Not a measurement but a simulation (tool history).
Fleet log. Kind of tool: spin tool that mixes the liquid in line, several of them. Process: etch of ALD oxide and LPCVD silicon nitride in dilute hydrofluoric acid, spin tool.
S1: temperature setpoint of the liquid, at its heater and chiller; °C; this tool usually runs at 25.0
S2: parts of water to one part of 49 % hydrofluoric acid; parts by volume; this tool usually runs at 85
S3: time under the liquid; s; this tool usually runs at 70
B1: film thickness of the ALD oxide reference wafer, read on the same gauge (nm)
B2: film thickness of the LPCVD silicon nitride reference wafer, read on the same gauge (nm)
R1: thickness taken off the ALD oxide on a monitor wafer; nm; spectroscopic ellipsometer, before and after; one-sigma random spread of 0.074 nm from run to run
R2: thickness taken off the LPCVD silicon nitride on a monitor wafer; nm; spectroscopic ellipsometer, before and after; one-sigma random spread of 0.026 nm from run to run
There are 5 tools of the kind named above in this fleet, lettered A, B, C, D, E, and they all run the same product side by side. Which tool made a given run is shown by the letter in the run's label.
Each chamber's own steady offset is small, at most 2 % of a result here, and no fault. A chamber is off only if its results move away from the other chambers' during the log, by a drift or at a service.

run   hour    S1   S2  S3      B1       B2      R1       R2
 1B    5.5  25.0   85  70  49.964   99.978  8.6030  0.45505
 2D   14.0  25.0   85  70  49.998   99.991  8.7321  0.43233
 3E   19.6  25.0   85  70  50.013  100.020  8.5808  0.44999
 4C   25.9  25.0   85  70  49.983  100.010  8.6650  0.46482
 5A   35.6  25.0   85  70  50.038   99.999  8.6061  0.43473
      40.5  -- chamber E: thermometer replaced
 6B   40.9  25.0   75  40  49.987  100.020  5.5243  0.30633
 7A   50.1  25.0   75  40  49.996  100.010  5.6333  0.32013
 8E   57.0  25.0   75  40  49.989  100.030  5.7382  0.28908
 9D   65.1  25.0   75  40  49.985   99.993  5.6955  0.26622
10C   72.4  25.0   75  40  49.966  100.030  5.6585  0.29733
11A   79.7  25.0   85  70  50.029   99.991  8.6458  0.43703
12D   86.8  25.0   85  70  50.012   99.985  8.6046  0.44687
13B   95.6  25.0   85  70  49.992  100.000  8.5497  0.47464
14E  104.0  25.0   85  70  49.993   99.982  8.6159  0.44862
15C  109.7  25.0   85  70  50.007   99.993  8.4954  0.46328
16B  115.2  25.0   85  70  49.978  100.010  8.5236  0.50115
17A  124.3  25.0   85  70  50.019  100.030  8.7308  0.41152
18E  128.9  25.0   85  70  49.984   99.991  8.5959  0.45066
     134.5  -- chamber B: hydrofluoric acid flow meter replaced
19D  136.9  25.0   85  70  49.982  100.010  8.6276  0.47740
20C  143.9  25.0   85  70  49.984  100.020  8.6289  0.45501
21C  148.5  25.0   85  70  49.983   99.988  8.5829  0.45769
22E  155.2  25.0   85  70  49.970   99.983  8.6869  0.43209
     156.7  -- chamber C: thermometer replaced
23B  162.3  25.0   85  70  49.993   99.989  8.6009  0.44986
24D  167.3  25.0   85  70  50.035   99.997  8.6315  0.44057
25A  177.0  25.0   85  70  49.982  100.000  8.6200  0.47013
26A  185.9  25.0   85  70  50.041  100.040  8.6740  0.45575
27B  192.7  25.0   85  70  49.990   99.994  8.5023  0.48725
     197.1  -- chamber A: hydrofluoric acid flow meter replaced
28C  200.3  25.0   85  70  50.017  100.020  8.4578  0.43456
29D  205.0  25.0   85  70  49.981   99.988  8.5885  0.48929
30E  210.0  25.0   85  70  50.011  100.010  8.7235  0.48147
31A  214.5  25.0   85  70  50.018   99.993  8.5996  0.46669
32C  223.6  25.0   85  70  50.052  100.010  8.5091  0.45568
33B  230.0  25.0   85  70  49.975   99.967  8.6260  0.42461
34E  238.7  25.0  110  90  50.003  100.030  8.1979  0.47305
35D  245.4  25.0  110  90  49.981   99.993  8.4312  0.45415
36D  249.9  25.0  110  90  49.989   99.986  8.2577  0.45138
37A  254.4  25.0  110  90  49.976  100.010  8.2993  0.40860
38C  262.9  25.0  110  90  50.001  100.020  8.2514  0.44338

Has any chamber moved away from the others, gradually or after a service, or does the common gauge drift, or do the chambers differ only by their own small steady offsets? State the chamber and the most likely cause if one applies.

No chamber stands off beyond its own small offset, and the gauge holds steady.
